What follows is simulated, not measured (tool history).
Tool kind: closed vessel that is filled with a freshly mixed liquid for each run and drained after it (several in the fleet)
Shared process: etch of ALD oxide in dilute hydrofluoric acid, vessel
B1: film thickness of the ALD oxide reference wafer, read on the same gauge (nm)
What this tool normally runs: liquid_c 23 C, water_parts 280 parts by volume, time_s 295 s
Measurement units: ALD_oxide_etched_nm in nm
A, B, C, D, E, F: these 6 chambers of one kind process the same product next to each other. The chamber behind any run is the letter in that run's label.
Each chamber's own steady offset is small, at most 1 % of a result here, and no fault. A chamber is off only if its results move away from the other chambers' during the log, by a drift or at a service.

run 1F day=0.317 | liquid_c=23 water_parts=280 time_s=295 | B1=119.98 | ALD_oxide_etched_nm=11.391
run 2B day=0.7 | liquid_c=23 water_parts=280 time_s=295 | B1=120 | ALD_oxide_etched_nm=11.488
run 3C day=1.208 | liquid_c=23 water_parts=280 time_s=295 | B1=120.02 | ALD_oxide_etched_nm=11.275
run 4A day=1.721 | liquid_c=23 water_parts=280 time_s=295 | B1=120.05 | ALD_oxide_etched_nm=11.409
run 5E day=2.246 | liquid_c=21 water_parts=280 time_s=180 | B1=120.01 | ALD_oxide_etched_nm=6.3086
run 6D day=2.479 | liquid_c=21 water_parts=280 time_s=180 | B1=119.98 | ALD_oxide_etched_nm=6.3788
-- day=2.683 chamber F: hydrofluoric acid flow meter replaced
run 7B day=2.75 | liquid_c=21 water_parts=280 time_s=180 | B1=119.97 | ALD_oxide_etched_nm=6.5674
run 8E day=3.15 | liquid_c=21 water_parts=280 time_s=180 | B1=119.97 | ALD_oxide_etched_nm=6.1976
run 9F day=3.583 | liquid_c=21 water_parts=280 time_s=180 | B1=120.03 | ALD_oxide_etched_nm=6.4324
run 10C day=4.021 | liquid_c=21 water_parts=280 time_s=180 | B1=120 | ALD_oxide_etched_nm=6.4103
run 11A day=4.554 | liquid_c=23 water_parts=280 time_s=295 | B1=120 | ALD_oxide_etched_nm=11.606
run 12D day=5 | liquid_c=23 water_parts=280 time_s=295 | B1=120.02 | ALD_oxide_etched_nm=11.466
run 13E day=5.529 | liquid_c=23 water_parts=185 time_s=295 | B1=120.04 | ALD_oxide_etched_nm=18.737
run 14B day=5.896 | liquid_c=23 water_parts=185 time_s=295 | B1=119.98 | ALD_oxide_etched_nm=19.065
run 15F day=6.129 | liquid_c=23 water_parts=185 time_s=295 | B1=120 | ALD_oxide_etched_nm=18.685
run 16C day=6.442 | liquid_c=23 water_parts=185 time_s=295 | B1=119.98 | ALD_oxide_etched_nm=18.531
run 17A day=6.771 | liquid_c=23 water_parts=185 time_s=295 | B1=119.98 | ALD_oxide_etched_nm=19.253
run 18D day=7.025 | liquid_c=23 water_parts=185 time_s=295 | B1=119.99 | ALD_oxide_etched_nm=19.114
run 19E day=7.358 | liquid_c=23 water_parts=280 time_s=295 | B1=120.04 | ALD_oxide_etched_nm=11.266
run 20B day=7.783 | liquid_c=23 water_parts=280 time_s=295 | B1=120.01 | ALD_oxide_etched_nm=11.366
run 21F day=8.262 | liquid_c=23 water_parts=280 time_s=295 | B1=120.03 | ALD_oxide_etched_nm=11.31
run 22A day=8.692 | liquid_c=23 water_parts=280 time_s=295 | B1=119.99 | ALD_oxide_etched_nm=11.473
run 23C day=8.996 | liquid_c=23 water_parts=280 time_s=295 | B1=120.01 | ALD_oxide_etched_nm=11.224
run 24D day=9.229 | liquid_c=23 water_parts=280 time_s=295 | B1=119.98 | ALD_oxide_etched_nm=12.035
run 25B day=9.662 | liquid_c=23 water_parts=280 time_s=295 | B1=120 | ALD_oxide_etched_nm=11.63
-- day=9.738 chamber E: hydrofluoric acid flow meter replaced
-- day=9.979 chamber D: thermometer replaced
run 26F day=10.188 | liquid_c=23 water_parts=280 time_s=295 | B1=120.03 | ALD_oxide_etched_nm=11.323
run 27E day=10.671 | liquid_c=23 water_parts=280 time_s=295 | B1=119.98 | ALD_oxide_etched_nm=11.297
run 28D day=11.108 | liquid_c=19 water_parts=330 time_s=295 | B1=120.02 | ALD_oxide_etched_nm=8.4932
run 29A day=11.396 | liquid_c=19 water_parts=330 time_s=295 | B1=120 | ALD_oxide_etched_nm=8.0822
run 30C day=11.888 | liquid_c=19 water_parts=330 time_s=295 | B1=119.98 | ALD_oxide_etched_nm=7.8813
-- day=12.117 chamber E: thermometer replaced
run 31E day=12.321 | liquid_c=19 water_parts=330 time_s=295 | B1=119.98 | ALD_oxide_etched_nm=7.7818
run 32C day=12.55 | liquid_c=19 water_parts=330 time_s=295 | B1=120.03 | ALD_oxide_etched_nm=7.8529
run 33B day=12.983 | liquid_c=19 water_parts=330 time_s=295 | B1=120.04 | ALD_oxide_etched_nm=8.1151
run 34F day=13.367 | liquid_c=23 water_parts=280 time_s=295 | B1=119.98 | ALD_oxide_etched_nm=11.226
run 35D day=13.725 | liquid_c=23 water_parts=280 time_s=295 | B1=120 | ALD_oxide_etched_nm=12.625
run 36A day=14.254 | liquid_c=23 water_parts=280 time_s=295 | B1=120 | ALD_oxide_etched_nm=11.41
run 37A day=14.717 | liquid_c=23 water_parts=280 time_s=295 | B1=120.03 | ALD_oxide_etched_nm=11.532
run 38E day=14.954 | liquid_c=23 water_parts=280 time_s=295 | B1=119.98 | ALD_oxide_etched_nm=11.172

For the next run the whole fleet of 6 chambers uses the same settings. Give each chamber's results:
run 39A day=15.338 | liquid_c=23 water_parts=280 time_s=295 | ALD_oxide_etched_nm=?
run 39B day=15.338 | liquid_c=23 water_parts=280 time_s=295 | ALD_oxide_etched_nm=?
run 39C day=15.338 | liquid_c=23 water_parts=280 time_s=295 | ALD_oxide_etched_nm=?
run 39D day=15.338 | liquid_c=23 water_parts=280 time_s=295 | ALD_oxide_etched_nm=?
run 39E day=15.338 | liquid_c=23 water_parts=280 time_s=295 | ALD_oxide_etched_nm=?
run 39F day=15.338 | liquid_c=23 water_parts=280 time_s=295 | ALD_oxide_etched_nm=?

run=39A ALD_oxide_etched_nm=11.351
run=39B ALD_oxide_etched_nm=11.518
run=39C ALD_oxide_etched_nm=11.239
run=39D ALD_oxide_etched_nm=12.874
run=39E ALD_oxide_etched_nm=11.391
run=39F ALD_oxide_etched_nm=11.141

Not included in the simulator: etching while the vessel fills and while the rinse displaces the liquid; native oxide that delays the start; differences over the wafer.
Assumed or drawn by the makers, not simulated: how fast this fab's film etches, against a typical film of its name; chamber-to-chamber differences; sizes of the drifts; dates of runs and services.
